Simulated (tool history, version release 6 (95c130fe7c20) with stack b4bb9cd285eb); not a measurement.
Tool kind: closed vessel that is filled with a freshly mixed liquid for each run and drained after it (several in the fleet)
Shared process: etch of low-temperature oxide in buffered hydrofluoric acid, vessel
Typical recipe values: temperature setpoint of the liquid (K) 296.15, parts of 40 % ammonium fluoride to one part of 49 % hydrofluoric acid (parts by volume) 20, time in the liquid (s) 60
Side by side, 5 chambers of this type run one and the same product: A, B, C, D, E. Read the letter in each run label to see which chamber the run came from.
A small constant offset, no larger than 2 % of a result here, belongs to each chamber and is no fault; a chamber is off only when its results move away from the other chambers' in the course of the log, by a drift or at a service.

run	hour	temperature setpoint of the liquid (K)	parts of 40 % ammonium fluoride to one part of 49 % hydrofluoric acid (parts by volume)	time in the liquid (s)	hours since the thermometer was replaced	hours since the hydrofluoric acid flow meter was replaced	read-back film thickness of the low-temperature oxide reference wafer, read on the same gauge (nm)	thickness taken off the low-temperature oxide on a monitor wafer (nm)
1B	10.7	296.15	20	60	723.8	413	120	136.52
2C	18.4	296.15	20	60	1729.4	293.1	119.97	133.56
3A	29.1	296.15	20	60	994.3	156.9	120.03	136.71
4E	37.6	296.15	20	60	96.7	457.4	120.01	136.01
5D	43.4	296.15	20	60	298.2	465.1	119.98	135.84
6E	50.1	296.15	20	60	109.2	469.9	120	137.79
7C	58.7	296.15	20	60	1769.7	333.4	120.01	134.86
8B	67.5	296.15	20	60	780.6	469.8	120.02	135.12
9A	76.3	296.15	20	60	1041.5	204.1	119.97	136.44
10D	84.1	296.15	20	60	338.9	505.8	119.99	136.96
11B	94.5	296.15	20	60	807.6	496.8	120	135.6
12C	100	296.15	20	60	1811	374.7	120.01	135.41
13E	105.6	296.15	20	60	164.7	525.4	119.99	136.39
14D	114.5	296.15	20	60	369.3	536.2	120.01	136.7
15A	125.3	296.15	20	60	1090.5	253.1	120	135.64
16D	131.4	296.15	20	60	386.2	553.1	120	139.18
17A	136.8	296.15	20	60	1102	264.6	120.01	137.09
18C	145.2	296.15	20	60	1856.2	419.9	120.05	134.59
19E	152.5	296.15	20	60	211.6	572.3	120.03	134.93
20B	162.7	296.15	12	60	875.8	565	120.01	224.76
21A	167.8	296.15	12	60	1133	295.6	119.99	226.04
22E	173.7	296.15	12	60	232.8	593.5	119.99	224.77
# hour 178.2: chamber A: thermometer replaced
23D	178.8	296.15	12	60	433.6	600.5	120.03	225.84
24C	188.3	296.15	12	60	1899.3	463	120	224.17
25B	196	296.15	20	60	909.1	598.3	120.03	135.19
26C	202.3	296.15	20	60	1913.3	477	119.99	133.62
27D	211.1	296.15	20	60	465.9	632.8	119.99	137.96
28A	217.5	296.15	20	60	39.4	345.3	119.99	137.56
29B	222.1	296.15	20	60	935.2	624.4	120	135.55
30E	231.7	296.15	20	60	290.8	651.5	120.05	135.54
31C	240.6	296.15	20	60	1951.6	515.3	120.02	133.14
32B	251.2	296.15	20	60	964.3	653.5	120.03	135.63
33A	260.4	291.65	20	60	82.3	388.2	119.98	105.8
34D	269.9	291.65	20	60	524.7	691.6	120.02	107.25
35E	276	291.65	20	60	335.1	695.8	119.98	106.23
36C	281	291.65	20	60	1992	555.7	119.99	104.2
37E	289.1	291.65	20	60	348.2	708.9	120	105.19
38A	298.5	296.15	20	60	120.4	426.3	120.02	135.78
39B	307.3	296.15	20	60	1020.4	709.6	119.99	136.81
40D	315.8	296.15	20	60	570.6	737.5	120.01	138.16
41D	320.6	296.15	20	60	575.4	742.3	119.95	137.76
42E	330.6	296.15	25	35	389.7	750.4	120	68.328

The same settings go to every chamber for the next run, one line per chamber below. Forecast the results for each:
43A	338.4	296.15	20	60				?
43B	338.4	296.15	20	60				?
43C	338.4	296.15	20	60				?
43D	338.4	296.15	20	60				?
43E	338.4	296.15	20	60				?

run	thickness taken off the low-temperature oxide on a monitor wafer (nm)
43A	136.23
43B	134.65
43C	135.28
43D	136.75
43E	135.51

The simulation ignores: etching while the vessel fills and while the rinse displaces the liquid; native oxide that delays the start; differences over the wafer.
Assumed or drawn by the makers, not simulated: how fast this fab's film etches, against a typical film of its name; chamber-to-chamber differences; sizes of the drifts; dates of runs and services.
